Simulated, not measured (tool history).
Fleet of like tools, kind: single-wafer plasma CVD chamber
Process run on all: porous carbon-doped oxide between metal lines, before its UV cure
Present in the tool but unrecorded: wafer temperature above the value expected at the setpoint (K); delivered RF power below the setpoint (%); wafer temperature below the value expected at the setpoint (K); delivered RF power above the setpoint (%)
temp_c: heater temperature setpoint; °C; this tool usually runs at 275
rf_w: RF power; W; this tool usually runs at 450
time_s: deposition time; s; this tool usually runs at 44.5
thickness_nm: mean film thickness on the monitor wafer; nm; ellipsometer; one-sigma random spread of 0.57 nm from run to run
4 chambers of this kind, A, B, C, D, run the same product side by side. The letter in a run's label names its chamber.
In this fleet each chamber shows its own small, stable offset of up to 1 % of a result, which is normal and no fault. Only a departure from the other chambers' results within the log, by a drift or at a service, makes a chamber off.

| run | hour | temp_c | rf_w | time_s | hours since the last thermocouple change | hours since the last RF generator calibration | read-back reference wafer on the same gauge, thickness_nm | thickness_nm |
|---|---|---|---|---|---|---|---|---|
| 1B | 4.9 | 275 | 450 | 44.5 | 813.6 | 73.5 | 248.98 | 258.87 |
| 2C | 8.9 | 275 | 450 | 44.5 | 773.0 | 109.3 | 249.06 | 256.40 |
| 3A | 13.9 | 275 | 450 | 44.5 | 492.6 | 250.7 | 248.91 | 257.19 |
| 4D | 18.7 | 275 | 450 | 44.5 | 327.3 | 1116.4 | 248.91 | 257.43 |
| 5D | 24.9 | 275 | 450 | 44.5 | 333.5 | 1122.6 | 249.04 | 256.21 |
| 6B | 29.3 | 260 | 415 | 44.5 | 838.0 | 97.9 | 249.12 | 268.82 |
| 7A | 35.8 | 260 | 415 | 44.5 | 514.5 | 272.6 | 248.99 | 266.67 |
| 8C | 39.1 | 260 | 415 | 44.5 | 803.2 | 139.5 | 248.98 | 265.23 |
| 9D | 44.9 | 260 | 415 | 44.5 | 353.5 | 1142.6 | 248.91 | 266.85 |
| 10A | 49.7 | 275 | 450 | 44.5 | 528.4 | 286.5 | 249.04 | 257.05 |
| 11C | 54.0 | 275 | 450 | 40.3 | 818.1 | 154.4 | 248.93 | 232.27 |
| 12B | 59.0 | 275 | 450 | 40.3 | 867.7 | 127.6 | 248.86 | 234.42 |
| 13B | 64.9 | 275 | 450 | 40.3 | 873.6 | 133.5 | 249.11 | 234.79 |
| 14C | 69.7 | 275 | 450 | 40.3 | 833.8 | 170.1 | 249.16 | 232.39 |
| 15D | 73.0 | 275 | 450 | 44.5 | 381.6 | 1170.7 | 248.97 | 256.39 |
|  | 77.4 | chamber C: thermocouple changed; heater temperature recalibrated |
| 16A | 78.7 | 275 | 450 | 44.5 | 557.4 | 315.5 | 248.88 | 256.62 |
| 17B | 85.0 | 275 | 450 | 44.5 | 893.7 | 153.6 | 248.98 | 258.24 |
| 18C | 89.1 | 275 | 450 | 44.5 | 11.8 | 189.5 | 249.12 | 263.27 |
| 19D | 93.4 | 275 | 450 | 44.5 | 402.0 | 1191.1 | 249.01 | 257.62 |
| 20A | 97.5 | 261 | 380 | 44.5 | 576.2 | 334.3 | 249.05 | 247.41 |
| 21B | 102.7 | 261 | 380 | 44.5 | 911.4 | 171.3 | 248.84 | 248.66 |
| 22D | 106.2 | 261 | 380 | 44.5 | 414.8 | 1203.9 | 249.00 | 247.44 |
| 23C | 110.8 | 261 | 380 | 44.5 | 33.5 | 211.2 | 248.97 | 254.25 |
| 24A | 116.5 | 287 | 450 | 44.5 | 595.2 | 353.3 | 249.01 | 238.41 |
| 25D | 119.7 | 287 | 450 | 44.5 | 428.3 | 1217.4 | 249.08 | 237.91 |
| 26A | 122.7 | 287 | 450 | 44.5 | 601.4 | 359.5 | 248.94 | 237.24 |
| 27C | 128.7 | 287 | 450 | 44.5 | 51.4 | 229.1 | 249.01 | 243.32 |
| 28B | 132.6 | 275 | 450 | 44.5 | 941.3 | 201.2 | 249.09 | 258.94 |
| 29D | 136.4 | 275 | 450 | 44.5 | 445.0 | 1234.1 | 249.07 | 256.98 |
| 30C | 143.4 | 275 | 450 | 44.5 | 66.1 | 243.8 | 248.91 | 262.91 |
| 31A | 148.4 | 289 | 450 | 40.9 | 627.1 | 385.2 | 249.04 | 216.37 |
| 32B | 152.7 | 289 | 450 | 40.9 | 961.4 | 221.3 | 248.92 | 217.75 |
| 33A | 157.4 | 289 | 450 | 40.9 | 636.1 | 394.2 | 249.03 | 216.46 |
| 34B | 161.3 | 289 | 450 | 40.9 | 970.0 | 229.9 | 248.94 | 218.04 |
| 35D | 165.6 | 275 | 450 | 44.5 | 474.2 | 1263.3 | 248.92 | 257.58 |

Has any chamber moved away from the others, gradually or after a service, or does the common gauge drift, or do the chambers differ only by their own small steady offsets? State the chamber and the most likely cause if one applies.

Chamber C has stood off from the others ever since a service on it.
Most likely cause: wafer temperature below the value expected at the setpoint (K) = 4.12.

Chamber C could run next with any of the 4 candidate recipes listed below; each alters the usual settings, and their results appear as question marks. Which one brings its results back in line with what the other chambers deliver on the usual settings?
Counts as in line when no further than this from what the other chambers average on the usual settings: thickness_nm 2.10 nm
| 36C-1 | 170.6 | 276 | 450 | 43.2 |  |  |  | ? |
| 36C-2 | 170.6 | 275 | 445 | 43.9 |  |  |  | ? |
| 36C-3 | 170.6 | 275 | 475 | 44.5 |  |  |  | ? |
| 36C-4 | 170.6 | 275 | 450 | 45.5 |  |  |  | ? |

Other chambers, usual settings, mean: thickness_nm 257.32 nm
| run | thickness_nm |
|---|---|
| 36C-1 | 253.60 |
| 36C-2 | 257.12 |
| 36C-3 | 272.75 |
| 36C-4 | 268.57 |
The answer is 36C-2, which returns the chamber to within the allowed miss of the others.

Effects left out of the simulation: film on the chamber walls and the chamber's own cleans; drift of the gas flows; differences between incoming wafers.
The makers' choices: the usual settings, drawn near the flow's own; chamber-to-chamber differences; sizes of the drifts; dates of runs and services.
